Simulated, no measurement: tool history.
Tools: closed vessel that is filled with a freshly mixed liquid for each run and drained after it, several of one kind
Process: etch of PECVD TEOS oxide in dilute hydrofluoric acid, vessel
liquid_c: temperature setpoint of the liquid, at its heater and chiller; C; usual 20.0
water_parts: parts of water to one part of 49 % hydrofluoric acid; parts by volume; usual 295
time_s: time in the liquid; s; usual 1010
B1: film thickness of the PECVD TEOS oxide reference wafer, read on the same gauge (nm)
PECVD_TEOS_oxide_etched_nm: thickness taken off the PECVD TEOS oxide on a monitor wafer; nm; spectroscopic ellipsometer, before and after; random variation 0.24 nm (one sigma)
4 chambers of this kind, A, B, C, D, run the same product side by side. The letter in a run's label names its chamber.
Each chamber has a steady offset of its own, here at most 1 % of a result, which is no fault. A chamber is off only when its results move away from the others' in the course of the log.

run 1D hour=14.6 | liquid_c=20.0 water_parts=295 time_s=1010 | B1=100.030 | PECVD_TEOS_oxide_etched_nm=30.066
run 2C hour=26.4 | liquid_c=20.0 water_parts=295 time_s=1010 | B1=100.010 | PECVD_TEOS_oxide_etched_nm=29.615
run 3B hour=37.1 | liquid_c=20.0 water_parts=295 time_s=1010 | B1=99.999 | PECVD_TEOS_oxide_etched_nm=29.170
run 4A hour=50.1 | liquid_c=20.0 water_parts=295 time_s=1010 | B1=99.981 | PECVD_TEOS_oxide_etched_nm=29.218
run 5C hour=61.4 | liquid_c=20.0 water_parts=295 time_s=1410 | B1=99.986 | PECVD_TEOS_oxide_etched_nm=41.355
run 6B hour=68.5 | liquid_c=20.0 water_parts=295 time_s=1410 | B1=100.010 | PECVD_TEOS_oxide_etched_nm=40.704
run 7A hour=79.7 | liquid_c=20.0 water_parts=295 time_s=1410 | B1=99.999 | PECVD_TEOS_oxide_etched_nm=40.594
run 8D hour=94.6 | liquid_c=20.0 water_parts=295 time_s=1410 | B1=100.040 | PECVD_TEOS_oxide_etched_nm=41.102
-- hour=98.7 chamber B: thermometer replaced
run 9D hour=109.5 | liquid_c=20.0 water_parts=295 time_s=1010 | B1=100.020 | PECVD_TEOS_oxide_etched_nm=29.239
run 10C hour=117.8 | liquid_c=20.0 water_parts=295 time_s=1010 | B1=99.976 | PECVD_TEOS_oxide_etched_nm=29.701
-- hour=131.1 chamber A: thermometer replaced
run 11B hour=131.4 | liquid_c=20.0 water_parts=295 time_s=1010 | B1=100.010 | PECVD_TEOS_oxide_etched_nm=29.192
run 12A hour=145.0 | liquid_c=20.0 water_parts=295 time_s=1010 | B1=100.010 | PECVD_TEOS_oxide_etched_nm=29.090
run 13D hour=152.6 | liquid_c=20.0 water_parts=295 time_s=1010 | B1=100.020 | PECVD_TEOS_oxide_etched_nm=28.788
run 14B hour=164.1 | liquid_c=24.5 water_parts=295 time_s=1200 | B1=99.975 | PECVD_TEOS_oxide_etched_nm=41.106
run 15C hour=179.1 | liquid_c=24.5 water_parts=295 time_s=1200 | B1=100.030 | PECVD_TEOS_oxide_etched_nm=40.914
run 16A hour=186.6 | liquid_c=24.5 water_parts=295 time_s=1200 | B1=100.080 | PECVD_TEOS_oxide_etched_nm=40.156
-- hour=193.2 chamber C: hydrofluoric acid flow meter replaced
run 17B hour=194.8 | liquid_c=24.5 water_parts=295 time_s=1200 | B1=99.990 | PECVD_TEOS_oxide_etched_nm=41.113
run 18C hour=205.1 | liquid_c=20.0 water_parts=295 time_s=1010 | B1=100.020 | PECVD_TEOS_oxide_etched_nm=29.445
run 19D hour=214.6 | liquid_c=20.0 water_parts=295 time_s=1010 | B1=100.030 | PECVD_TEOS_oxide_etched_nm=28.363
run 20A hour=228.5 | liquid_c=20.0 water_parts=295 time_s=1010 | B1=99.953 | PECVD_TEOS_oxide_etched_nm=29.431
run 21C hour=238.3 | liquid_c=20.0 water_parts=295 time_s=1010 | B1=100.030 | PECVD_TEOS_oxide_etched_nm=29.299
run 22B hour=248.1 | liquid_c=20.0 water_parts=295 time_s=1010 | B1=100.040 | PECVD_TEOS_oxide_etched_nm=29.605
run 23A hour=255.5 | liquid_c=20.0 water_parts=295 time_s=1010 | B1=99.997 | PECVD_TEOS_oxide_etched_nm=29.121
-- hour=269.6 chamber B: hydrofluoric acid flow meter replaced
run 24D hour=270.2 | liquid_c=20.0 water_parts=295 time_s=1010 | B1=100.040 | PECVD_TEOS_oxide_etched_nm=27.650
run 25A hour=285.4 | liquid_c=20.0 water_parts=295 time_s=1010 | B1=99.989 | PECVD_TEOS_oxide_etched_nm=29.379
run 26D hour=299.1 | liquid_c=18.5 water_parts=440 time_s=1010 | B1=100.030 | PECVD_TEOS_oxide_etched_nm=15.649
run 27B hour=314.9 | liquid_c=18.5 water_parts=440 time_s=1010 | B1=99.976 | PECVD_TEOS_oxide_etched_nm=16.501
run 28C hour=327.3 | liquid_c=18.5 water_parts=440 time_s=1010 | B1=100.040 | PECVD_TEOS_oxide_etched_nm=16.743
run 29A hour=337.4 | liquid_c=18.5 water_parts=440 time_s=1010 | B1=100.060 | PECVD_TEOS_oxide_etched_nm=16.806
run 30D hour=351.5 | liquid_c=20.0 water_parts=295 time_s=820 | B1=99.971 | PECVD_TEOS_oxide_etched_nm=21.785
run 31B hour=361.6 | liquid_c=20.0 water_parts=295 time_s=820 | B1=100.010 | PECVD_TEOS_oxide_etched_nm=24.225
run 32C hour=371.3 | liquid_c=20.0 water_parts=295 time_s=820 | B1=99.976 | PECVD_TEOS_oxide_etched_nm=23.694
run 33D hour=379.2 | liquid_c=20.0 water_parts=295 time_s=820 | B1=99.989 | PECVD_TEOS_oxide_etched_nm=22.024

What goes on in this fleet: one chamber off, a drifting gauge, or nothing beyond the chambers' own small offsets? Name the chamber and the cause, if any.

Chamber D drifts away from the others.
Cause: hydrofluoric acid flow below the setpoint (%) = 7.47.
The log may not tell that from: liquid colder than its thermometer reads (K).

Here are 4 candidates for chamber D's next run, each the usual settings with a change, their results left as question marks. Which one brings its results back in line with what the others give on the usual settings?
In line means no further than this from the other chambers' mean on the usual settings: PECVD_TEOS_oxide_etched_nm 0.830 nm
run 34D-1 hour=390.7 | liquid_c=20.0 water_parts=295 time_s=925 | PECVD_TEOS_oxide_etched_nm=?
run 34D-2 hour=390.7 | liquid_c=22.5 water_parts=295 time_s=1010 | PECVD_TEOS_oxide_etched_nm=?
run 34D-3 hour=390.7 | liquid_c=20.0 water_parts=300 time_s=995 | PECVD_TEOS_oxide_etched_nm=?
run 34D-4 hour=390.7 | liquid_c=20.0 water_parts=290 time_s=1025 | PECVD_TEOS_oxide_etched_nm=?

The other chambers' mean on the usual settings: PECVD_TEOS_oxide_etched_nm 29.334 nm
run=34D-1 PECVD_TEOS_oxide_etched_nm=24.625
run=34D-2 PECVD_TEOS_oxide_etched_nm=29.430
run=34D-3 PECVD_TEOS_oxide_etched_nm=25.922
run=34D-4 PECVD_TEOS_oxide_etched_nm=27.891
34D-2 brings the chamber back in line.

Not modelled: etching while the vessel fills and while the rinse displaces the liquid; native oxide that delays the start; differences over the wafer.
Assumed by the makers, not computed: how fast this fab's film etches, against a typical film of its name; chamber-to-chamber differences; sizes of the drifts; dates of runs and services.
